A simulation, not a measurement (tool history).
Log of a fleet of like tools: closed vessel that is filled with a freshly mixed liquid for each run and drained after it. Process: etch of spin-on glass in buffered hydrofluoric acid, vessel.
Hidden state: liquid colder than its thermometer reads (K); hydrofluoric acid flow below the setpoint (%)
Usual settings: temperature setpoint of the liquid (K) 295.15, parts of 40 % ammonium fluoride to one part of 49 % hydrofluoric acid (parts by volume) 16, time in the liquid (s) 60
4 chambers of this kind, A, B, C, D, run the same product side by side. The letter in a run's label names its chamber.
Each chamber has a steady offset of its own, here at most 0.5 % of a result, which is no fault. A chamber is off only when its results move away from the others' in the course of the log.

run	hour	temperature setpoint of the liquid (K)	parts of 40 % ammonium fluoride to one part of 49 % hydrofluoric acid (parts by volume)	time in the liquid (s)	hours since the thermometer was replaced	hours since the hydrofluoric acid flow meter was replaced	read-back film thickness of the spin-on glass reference wafer, read on the same gauge (nm)	thickness taken off the spin-on glass on a monitor wafer (nm)
1D	3.5	295.15	16	60	871	481	80.042	119.43
2B	5.9	295.15	16	60	195.1	307.3	79.984	121.94
3A	11.2	295.15	16	60	1052.7	1011	80.02	121.63
4C	15.8	295.15	16	60	865.9	620.4	79.988	119.5
5B	20.3	298.15	16	80	209.5	321.7	80.001	189.64
6D	23	298.15	16	80	890.5	500.5	80.004	188.02
7A	27.4	298.15	16	80	1068.9	1027.2	80.044	188.92
8C	32.2	298.15	16	80	882.3	636.8	79.994	183.87
9A	34.6	295.15	16	60	1076.1	1034.4	80.014	119.7
10C	37.7	295.15	16	60	887.8	642.3	80.032	120.11
11B	43.3	295.15	16	60	232.5	344.7	80.046	118.23
12D	48.3	295.15	16	60	915.8	525.8	79.97	117.93
13C	51.1	295.15	19.5	60	901.2	655.7	79.997	97.595
14A	55.9	295.15	19.5	60	1097.4	1055.7	80.045	97.172
15D	60.4	295.15	19.5	60	927.9	537.9	79.958	93.738
16B	65.4	295.15	19.5	60	254.6	366.8	79.983	98.65
17A	69.6	295.15	22	45	1111.1	1069.4	79.987	67.154
# hour 74.6: chamber A: hydrofluoric acid flow meter replaced
18D	75.2	295.15	22	45	942.7	552.7	79.968	63.953
19C	78.5	295.15	22	45	928.6	683.1	80.019	68.359
20B	82	295.15	22	45	271.2	383.4	79.998	67.474
21D	86.9	295.15	16	60	954.4	564.4	79.999	111.14
22C	90.6	295.15	16	60	940.7	695.2	79.945	119.45
23A	93.5	295.15	16	60	1135	18.9	80.004	119.84
24B	96.5	295.15	16	60	285.7	397.9	79.952	119.7
25A	99.4	295.15	16	60	1140.9	24.8	80.011	118.72
26D	104	295.15	16	60	971.5	581.5	80.03	110.45
27C	107.6	295.15	16	60	957.7	712.2	80.03	118.76
28B	112.7	295.15	16	60	301.9	414.1	79.993	119.15
29A	118.1	295.15	16	60	1159.6	43.5	79.973	119.34

Next, every chamber runs the same settings. What will each give?
30A	122.1	295.15	22	60				?
30B	122.1	295.15	22	60				?
30C	122.1	295.15	22	60				?
30D	122.1	295.15	22	60				?

run	thickness taken off the spin-on glass on a monitor wafer (nm)
30A	91.025
30B	90.106
30C	89.431
30D	83.688

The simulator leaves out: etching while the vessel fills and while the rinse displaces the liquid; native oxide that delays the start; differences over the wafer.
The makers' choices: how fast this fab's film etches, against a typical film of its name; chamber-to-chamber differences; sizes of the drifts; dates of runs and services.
